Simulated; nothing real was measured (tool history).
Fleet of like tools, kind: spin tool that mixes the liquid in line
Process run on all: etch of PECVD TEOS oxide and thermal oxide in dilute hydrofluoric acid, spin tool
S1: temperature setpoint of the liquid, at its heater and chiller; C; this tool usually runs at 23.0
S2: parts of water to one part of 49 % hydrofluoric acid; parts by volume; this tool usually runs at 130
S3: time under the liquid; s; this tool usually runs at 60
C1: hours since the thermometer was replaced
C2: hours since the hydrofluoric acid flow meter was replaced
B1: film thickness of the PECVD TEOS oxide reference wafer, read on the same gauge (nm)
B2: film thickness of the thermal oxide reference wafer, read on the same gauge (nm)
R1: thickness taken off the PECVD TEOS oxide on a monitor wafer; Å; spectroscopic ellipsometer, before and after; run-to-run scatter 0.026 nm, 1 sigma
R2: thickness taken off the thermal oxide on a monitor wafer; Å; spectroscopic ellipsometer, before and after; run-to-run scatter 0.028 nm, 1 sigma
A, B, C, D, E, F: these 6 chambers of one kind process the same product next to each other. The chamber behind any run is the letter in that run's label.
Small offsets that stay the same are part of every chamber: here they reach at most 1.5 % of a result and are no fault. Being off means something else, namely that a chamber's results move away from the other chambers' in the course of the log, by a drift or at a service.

| run | hour | S1 | S2 | S3 | C1 | C2 | B1 | B2 | R1 | R2 |
|---|---|---|---|---|---|---|---|---|---|---|
| 1F | 3.9 | 23.0 | 130 | 60 | 539.5 | 533.7 | 69.971 | 89.985 | 66.204 | 19.045 |
| 2D | 8.0 | 23.0 | 130 | 60 | 980.6 | 1499.3 | 70.001 | 90.003 | 65.278 | 19.050 |
| 3A | 14.5 | 23.0 | 130 | 60 | 604.0 | 701.3 | 70.012 | 89.983 | 66.210 | 18.584 |
| 4C | 21.4 | 23.0 | 130 | 60 | 760.4 | 706.3 | 69.997 | 90.020 | 66.489 | 19.009 |
| 5E | 27.1 | 23.0 | 130 | 60 | 1470.5 | 1610.3 | 70.032 | 89.997 | 66.254 | 18.986 |
| 6B | 33.0 | 21.5 | 130 | 70 | 1209.0 | 551.5 | 70.014 | 89.987 | 73.317 | 20.983 |
| 7A | 37.4 | 21.5 | 130 | 70 | 626.9 | 724.2 | 69.982 | 89.981 | 72.801 | 21.377 |
| 8B | 44.1 | 21.5 | 130 | 70 | 1220.1 | 562.6 | 70.031 | 89.985 | 72.912 | 21.288 |
| 9F | 48.8 | 21.5 | 130 | 70 | 584.4 | 578.6 | 70.004 | 90.016 | 72.766 | 21.288 |
| 10C | 51.9 | 21.5 | 130 | 70 | 790.9 | 736.8 | 70.025 | 90.018 | 73.198 | 21.055 |
| 11D | 58.2 | 21.5 | 130 | 70 | 1030.8 | 1549.5 | 69.966 | 89.996 | 71.868 | 21.574 |
| 12E | 64.8 | 23.0 | 130 | 60 | 1508.2 | 1648.0 | 70.016 | 89.993 | 66.478 | 18.910 |
| 13F | 68.2 | 23.0 | 130 | 60 | 603.8 | 598.0 | 69.976 | 89.997 | 66.106 | 19.080 |
| 14A | 71.3 | 23.0 | 130 | 60 | 660.8 | 758.1 | 70.053 | 90.015 | 66.519 | 18.645 |
| 15D | 77.2 | 23.0 | 130 | 60 | 1049.8 | 1568.5 | 69.967 | 90.001 | 65.306 | 19.637 |
| 16B | 82.2 | 19.5 | 130 | 60 | 1258.2 | 600.7 | 69.950 | 90.001 | 58.339 | 16.675 |
| 17E | 88.8 | 19.5 | 130 | 60 | 1532.2 | 1672.0 | 70.021 | 90.000 | 57.326 | 16.369 |
| 18C | 94.4 | 19.5 | 130 | 60 | 833.4 | 779.3 | 70.021 | 89.987 | 57.609 | 16.888 |
| 19E | 100.6 | 19.5 | 130 | 60 | 1544.0 | 1683.8 | 69.989 | 90.000 | 57.756 | 16.462 |
| 20C | 105.0 | 19.5 | 130 | 60 | 844.0 | 789.9 | 70.028 | 89.979 | 57.774 | 16.449 |
| 21F | 109.4 | 19.5 | 130 | 60 | 645.0 | 639.2 | 70.057 | 90.006 | 57.859 | 16.768 |
| 22A | 115.2 | 23.0 | 130 | 60 | 704.7 | 802.0 | 70.002 | 90.008 | 66.345 | 19.101 |
| 23B | 119.0 | 23.0 | 130 | 60 | 1295.0 | 637.5 | 69.967 | 90.006 | 66.873 | 18.926 |
| 24D | 122.5 | 23.0 | 130 | 60 | 1095.1 | 1613.8 | 69.992 | 90.011 | 65.809 | 19.508 |
| 25A | 128.8 | 23.0 | 130 | 60 | 718.3 | 815.6 | 69.996 | 90.021 | 66.603 | 18.711 |
| 26C | 131.9 | 23.0 | 130 | 60 | 870.9 | 816.8 | 70.023 | 89.992 | 66.482 | 19.304 |
| 27B | 135.1 | 23.0 | 130 | 60 | 1311.1 | 653.6 | 70.013 | 90.001 | 66.997 | 20.102 |
| 28E | 140.6 | 23.0 | 130 | 60 | 1584.0 | 1723.8 | 69.972 | 90.013 | 65.944 | 18.776 |
| 29D | 145.3 | 23.0 | 130 | 60 | 1117.9 | 1636.6 | 69.986 | 89.999 | 65.219 | 19.259 |
| 30F | 150.7 | 23.0 | 130 | 60 | 686.3 | 680.5 | 70.012 | 90.000 | 66.558 | 19.133 |
| 31B | 153.9 | 23.0 | 130 | 60 | 1329.9 | 672.4 | 69.986 | 90.003 | 66.720 | 19.297 |
| 32F | 159.9 | 23.0 | 130 | 60 | 695.5 | 689.7 | 69.961 | 90.008 | 66.630 | 19.703 |
| 33A | 166.9 | 23.0 | 130 | 60 | 756.4 | 853.7 | 70.005 | 89.993 | 66.765 | 18.680 |
| 34D | 173.9 | 23.0 | 130 | 60 | 1146.5 | 1665.2 | 70.023 | 89.979 | 65.347 | 19.161 |
| 35E | 179.0 | 23.0 | 130 | 60 | 1622.4 | 1762.2 | 70.053 | 90.018 | 65.936 | 18.792 |
|  | 182.6 | chamber A: thermometer replaced |
| 36C | 183.2 | 23.0 | 130 | 60 | 922.2 | 868.1 | 70.020 | 89.987 | 66.214 | 18.802 |
| 37A | 186.5 | 23.0 | 130 | 60 | 4.0 | 873.3 | 70.000 | 89.997 | 66.471 | 19.116 |
| 38C | 190.7 | 23.0 | 130 | 60 | 929.7 | 875.6 | 70.011 | 90.008 | 66.644 | 19.228 |
| 39D | 194.2 | 23.0 | 130 | 60 | 1166.8 | 1685.5 | 69.998 | 90.009 | 65.059 | 18.988 |
| 40B | 199.1 | 23.0 | 130 | 60 | 1375.1 | 717.6 | 69.993 | 89.994 | 66.748 | 19.305 |
| 41E | 204.0 | 23.0 | 130 | 60 | 1647.4 | 1787.2 | 70.005 | 90.013 | 66.116 | 18.893 |

Predict what each chamber gives when all 6 of them run the settings below next.
| 42A | 209.0 | 18.5 | 130 | 60 |  |  |  |  | ? | ? |
| 42B | 209.0 | 18.5 | 130 | 60 |  |  |  |  | ? | ? |
| 42C | 209.0 | 18.5 | 130 | 60 |  |  |  |  | ? | ? |
| 42D | 209.0 | 18.5 | 130 | 60 |  |  |  |  | ? | ? |
| 42E | 209.0 | 18.5 | 130 | 60 |  |  |  |  | ? | ? |
| 42F | 209.0 | 18.5 | 130 | 60 |  |  |  |  | ? | ? |

| run | R1 | R2 |
|---|---|---|
| 42A | 55.614 | 16.084 |
| 42B | 55.765 | 15.920 |
| 42C | 55.427 | 15.975 |
| 42D | 54.639 | 16.311 |
| 42E | 54.959 | 16.170 |
| 42F | 55.349 | 15.975 |
